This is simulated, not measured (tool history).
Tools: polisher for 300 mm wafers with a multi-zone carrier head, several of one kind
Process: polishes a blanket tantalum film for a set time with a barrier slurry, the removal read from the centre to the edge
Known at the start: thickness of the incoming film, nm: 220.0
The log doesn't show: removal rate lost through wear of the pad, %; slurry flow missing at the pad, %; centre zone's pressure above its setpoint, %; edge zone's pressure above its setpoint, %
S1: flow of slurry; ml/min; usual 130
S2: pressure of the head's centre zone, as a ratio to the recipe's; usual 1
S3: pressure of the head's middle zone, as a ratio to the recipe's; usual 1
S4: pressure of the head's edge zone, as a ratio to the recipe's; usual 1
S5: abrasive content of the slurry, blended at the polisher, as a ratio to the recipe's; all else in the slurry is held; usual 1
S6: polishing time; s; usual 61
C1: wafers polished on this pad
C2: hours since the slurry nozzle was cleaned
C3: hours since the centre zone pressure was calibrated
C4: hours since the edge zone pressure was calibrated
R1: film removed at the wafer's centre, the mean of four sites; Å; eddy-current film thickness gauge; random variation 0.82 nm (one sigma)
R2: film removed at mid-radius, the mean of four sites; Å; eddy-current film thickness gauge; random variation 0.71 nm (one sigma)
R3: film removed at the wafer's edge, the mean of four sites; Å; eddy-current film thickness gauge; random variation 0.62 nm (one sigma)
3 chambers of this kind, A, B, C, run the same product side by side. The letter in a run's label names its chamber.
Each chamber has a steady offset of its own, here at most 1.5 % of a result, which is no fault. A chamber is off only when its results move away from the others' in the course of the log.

| run | hour | S1 | S2 | S3 | S4 | S5 | S6 | C1 | C2 | C3 | C4 | R1 | R2 | R3 |
|---|---|---|---|---|---|---|---|---|---|---|---|---|---|---|
| 1B | 16.1 | 130 | 1 | 1 | 1 | 1 | 61 | 561 | 455.2 | 595 | 678.5 | 632.69 | 662.78 | 656.74 |
| 2A | 26.6 | 130 | 1 | 1 | 1 | 1 | 61 | 415 | 211.7 | 219.6 | 172.2 | 649.49 | 652.88 | 655.32 |
| 3C | 39.7 | 130 | 1 | 1 | 1 | 1 | 61 | 843 | 462.5 | 1654.6 | 885.8 | 647.56 | 634.99 | 638.41 |
| 4C | 49.6 | 130 | 1 | 1 | 1 | 1 | 61 | 923 | 472.4 | 1664.5 | 895.7 | 655.87 | 652.57 | 641.95 |
| 5A | 58 | 130 | 1 | 1 | 1 | 1 | 61 | 671 | 243.1 | 251 | 203.6 | 642.27 | 652.98 | 655.16 |
|  | 66.3 | chamber C: worn pad replaced by a new one |
| 6B | 67.8 | 130 | 1 | 1 | 1 | 1 | 61 | 981 | 506.9 | 646.7 | 730.2 | 649.32 | 654.42 | 650.05 |
|  | 80.7 | chamber C: centre zone pressure recalibrated |
| 7B | 80.8 | 130 | 1 | 1 | 1 | 1 | 61 | 1087 | 519.9 | 659.7 | 743.2 | 667.8 | 654.08 | 650.04 |
|  | 82.2 | chamber B: worn pad replaced by a new one |
| 8A | 95.7 | 130 | 1 | 1 | 1 | 1 | 61 | 977 | 280.8 | 288.7 | 241.3 | 655.52 | 660.9 | 652.98 |
| 9C | 103.1 | 130 | 1 | 1 | 1 | 1 | 61 | 299 | 525.9 | 22.4 | 949.2 | 660.4 | 637.87 | 633.14 |
| 10C | 118 | 130 | 1 | 1 | 1 | 1 | 61 | 420 | 540.8 | 37.3 | 964.1 | 647.71 | 653.83 | 635.16 |
| 11B | 126 | 130 | 1 | 1 | 1 | 1 | 61 | 356 | 565.1 | 704.9 | 788.4 | 650.63 | 645.01 | 656.8 |
| 12A | 137.6 | 130 | 1 | 1 | 1 | 1 | 61 | 1318 | 322.7 | 330.6 | 283.2 | 648.9 | 659.81 | 666.58 |
| 13C | 146 | 130 | 1 | 1 | 1 | 1 | 61 | 648 | 568.8 | 65.3 | 992.1 | 626.65 | 655.87 | 643.14 |
| 14A | 159.1 | 130 | 1 | 1 | 1 | 1 | 61 | 1493 | 344.2 | 352.1 | 304.7 | 660.36 | 649.21 | 653.63 |
|  | 161.3 | chamber A: worn pad replaced by a new one |
| 15B | 166.9 | 130 | 1 | 1 | 1 | 1 | 61 | 689 | 606 | 745.8 | 829.3 | 655.71 | 638.77 | 640.56 |
|  | 174.4 | chamber C: worn pad replaced by a new one |
| 16A | 175.5 | 130 | 1 | 1 | 1 | 1 | 61 | 116 | 360.6 | 368.5 | 321.1 | 645.82 | 641.65 | 647.24 |
| 17C | 190.6 | 130 | 1 | 1 | 1 | 1 | 48 | 132 | 613.4 | 109.9 | 1036.7 | 507.74 | 509.58 | 512.42 |
| 18B | 198.5 | 130 | 1 | 1 | 1 | 1 | 48 | 946 | 637.6 | 777.4 | 860.9 | 512.49 | 500.32 | 510.73 |
| 19C | 209.5 | 130 | 1 | 1 | 1 | 1 | 48 | 286 | 632.3 | 128.8 | 1055.6 | 510.78 | 511.55 | 510.47 |
|  | 212.3 | chamber B: worn pad replaced by a new one |
| 20B | 219.2 | 105 | 1 | 1 | 1 | 0.85 | 61 | 56 | 658.3 | 798.1 | 881.6 | 576.79 | 584.56 | 600.85 |
| 21A | 231.1 | 105 | 1 | 1 | 1 | 0.85 | 61 | 568 | 416.2 | 424.1 | 376.7 | 573.52 | 598.44 | 593.08 |
| 22A | 241.8 | 105 | 1 | 1 | 1 | 0.85 | 61 | 655 | 426.9 | 434.8 | 387.4 | 572.18 | 585.22 | 598.5 |
| 23B | 251.3 | 130 | 1 | 1 | 1 | 1 | 61 | 317 | 690.4 | 830.2 | 913.7 | 638.99 | 647.52 | 640.04 |
| 24C | 260.7 | 130 | 1 | 1 | 1 | 1 | 61 | 702 | 683.5 | 180 | 1106.8 | 659.13 | 657.89 | 637.99 |
| 25C | 273.9 | 130 | 1 | 1 | 1 | 1 | 61 | 810 | 696.7 | 193.2 | 1120 | 649.6 | 658.07 | 636.63 |
|  | 279.6 | chamber C: worn pad replaced by a new one |
| 26B | 285.5 | 130 | 1 | 1 | 1 | 1 | 61 | 596 | 724.6 | 864.4 | 947.9 | 632.12 | 624.26 | 636.69 |
| 27A | 294.2 | 130 | 1 | 1 | 1 | 1 | 81 | 1081 | 479.3 | 487.2 | 439.8 | 872.75 | 853.76 | 864.38 |
| 28B | 307.3 | 130 | 1 | 1 | 1 | 1 | 81 | 773 | 746.4 | 886.2 | 969.7 | 816.04 | 843.33 | 842.71 |
| 29C | 323.5 | 130 | 1 | 1 | 1 | 1 | 81 | 357 | 746.3 | 242.8 | 1169.6 | 863.74 | 865.56 | 863.49 |
|  | 333.7 | chamber B: worn pad replaced by a new one |
| 30A | 335.5 | 130 | 1 | 0.95 | 1.05 | 1 | 61 | 1417 | 520.6 | 528.5 | 481.1 | 645.47 | 630.37 | 675.95 |
|  | 350.2 | chamber A: worn pad replaced by a new one |
| 31B | 350.8 | 130 | 1 | 0.95 | 1.05 | 1 | 61 | 139 | 789.9 | 929.7 | 1013.2 | 601.23 | 592.51 | 639.9 |
| 32C | 362.6 | 130 | 1 | 0.95 | 1.05 | 1 | 61 | 675 | 785.4 | 281.9 | 1208.7 | 639.55 | 619.95 | 667.22 |
| 33A | 371.9 | 145 | 1 | 0.89 | 1 | 1 | 61 | 177 | 557 | 564.9 | 517.5 | 654.47 | 602.8 | 672.08 |
| 34C | 382.5 | 145 | 1 | 0.89 | 1 | 1 | 61 | 837 | 805.3 | 301.8 | 1228.6 | 667.71 | 596.94 | 659.77 |
|  | 396.1 | chamber C: worn pad replaced by a new one |
| 35A | 397.7 | 145 | 1 | 0.89 | 1 | 1 | 61 | 386 | 582.8 | 590.7 | 543.3 | 674.01 | 612.06 | 665.86 |
| 36B | 412.5 | 130 | 1 | 1 | 1 | 1 | 61 | 641 | 851.6 | 991.4 | 1074.9 | 586.11 | 594.78 | 607.97 |
| 37A | 424.2 | 130 | 1 | 1 | 1 | 1 | 61 | 602 | 609.3 | 617.2 | 569.8 | 664.39 | 643.25 | 656.58 |
|  | 432 | chamber C: slurry nozzle cleaned |
| 38C | 434.5 | 130 | 1 | 1 | 1 | 1 | 61 | 312 | 2.5 | 353.8 | 1280.6 | 653.79 | 639.98 | 647.81 |
| 39B | 445.8 | 130 | 1 | 1 | 1 | 1 | 61 | 912 | 884.9 | 1024.7 | 1108.2 | 573.12 | 578.82 | 604.8 |
| 40A | 461.6 | 130 | 1 | 1 | 1 | 1 | 61 | 906 | 646.7 | 654.6 | 607.2 | 644.63 | 655.96 | 649.9 |
| 41C | 472 | 130 | 1 | 1 | 1 | 1 | 61 | 617 | 40 | 391.3 | 1318.1 | 656.4 | 643.52 | 645.03 |

Is one chamber off against the others, does the gauge drift, or is nothing wrong? If a chamber is off, say which, and what the likeliest cause is.

Chamber B drifts away from the others.
Cause: slurry flow missing at the pad, % = 39.1.

Here are 4 candidates for chamber B's next run, each the usual settings with a change, their results left as question marks. Which one brings its results back in line with what the others give on the usual settings?
In line means no further than this from the other chambers' mean on the usual settings: R1 29 Å; R2 25 Å; R3 22 Å
| 42B-1 | 483.9 | 135 | 1.01 | 1.01 | 0.99 | 1 | 63 |  |  |  |  | ? | ? | ? |
| 42B-2 | 483.9 | 125 | 0.99 | 0.99 | 1.01 | 1 | 59 |  |  |  |  | ? | ? | ? |
| 42B-3 | 483.9 | 140 | 1.04 | 1.02 | 0.97 | 1 | 66 |  |  |  |  | ? | ? | ? |
| 42B-4 | 483.9 | 120 | 0.97 | 0.98 | 1.02 | 1 | 56 |  |  |  |  | ? | ? | ? |

The other chambers' mean on the usual settings: R1 650.7 Å; R2 647.97 Å; R3 646.77 Å
| run | R1 | R2 | R3 |
|---|---|---|---|
| 42B-1 | 592 | 598.43 | 613.27 |
| 42B-2 | 526.01 | 536 | 570.7 |
| 42B-3 | 648.97 | 640.04 | 640.58 |
| 42B-4 | 479.96 | 496.73 | 539.46 |
42B-3 brings the chamber back in line.
